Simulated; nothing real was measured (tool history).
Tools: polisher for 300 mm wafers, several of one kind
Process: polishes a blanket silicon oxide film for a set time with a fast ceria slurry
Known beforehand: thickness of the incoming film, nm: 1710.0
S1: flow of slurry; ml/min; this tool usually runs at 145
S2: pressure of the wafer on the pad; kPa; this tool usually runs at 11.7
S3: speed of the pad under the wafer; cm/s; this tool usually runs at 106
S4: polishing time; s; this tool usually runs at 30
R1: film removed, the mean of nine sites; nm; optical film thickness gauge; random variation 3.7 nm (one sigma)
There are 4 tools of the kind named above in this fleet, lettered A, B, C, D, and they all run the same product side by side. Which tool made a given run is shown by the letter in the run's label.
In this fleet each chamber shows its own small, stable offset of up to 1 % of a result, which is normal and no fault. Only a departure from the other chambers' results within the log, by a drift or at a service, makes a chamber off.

run	hour	S1	S2	S3	S4	R1
1B	7.9	145	11.7	106	30	257.8
2A	15.4	145	11.7	106	30	258.08
3C	21.4	145	11.7	106	30	255.55
# hour 21.6: chamber D: slurry nozzle cleaned
# hour 25.6: chamber A: worn pad replaced by a new one
4D	26.1	145	11.7	106	30	262.07
5A	30.5	145	11.7	106	30	255.48
6C	37	145	11.7	106	30	264.66
7B	44.4	145	11.7	106	30	258.48
8D	49.9	145	11.7	106	30	255.35
9B	56.4	145	11.7	106	30	255.89
10C	62.5	145	11.7	106	30	256.35
# hour 65.4: chamber D: worn pad replaced by a new one
11A	70.7	145	11.7	106	30	255.43
12D	77.6	145	15.2	86	30	266.65
# hour 82.4: chamber C: worn pad replaced by a new one
# hour 86: chamber B: worn pad replaced by a new one
13B	86.1	145	15.2	86	30	270.21
14A	92.3	145	15.2	86	30	268.17
15D	101.9	145	15.2	86	30	273.66
16C	107.4	145	11.7	106	30	250.17
17A	112.4	145	11.7	106	30	257.84
18D	117.4	145	11.7	106	30	259.14
# hour 120.5: chamber A: worn pad replaced by a new one
19C	123.4	145	11.7	106	30	261.93
20B	127.9	145	11.7	106	30	256.15
21C	132.6	145	11.7	106	30	259.32
22A	139.3	145	11.7	106	30	255.74
23D	145.5	145	9.7	106	30	210.88
24B	155.3	145	9.7	106	30	208.48
25C	161.6	145	9.7	106	30	216.61
# hour 164: chamber B: head pressure recalibrated
26D	171	145	9.7	106	30	208.34
27B	179.6	145	11.7	106	30	255.33
# hour 185: chamber C: worn pad replaced by a new one
28A	187.8	145	11.7	106	30	246.21
29D	197.6	145	11.7	106	30	263.21
30C	202.5	145	11.7	106	30	257.9

Does one chamber stand apart from the rest, does the shared gauge drift, or is all well apart from small per-chamber offsets? Give the chamber and the most likely cause, where there is one.

Beyond each chamber's small constant offset nothing stands out, and the gauge stays steady.
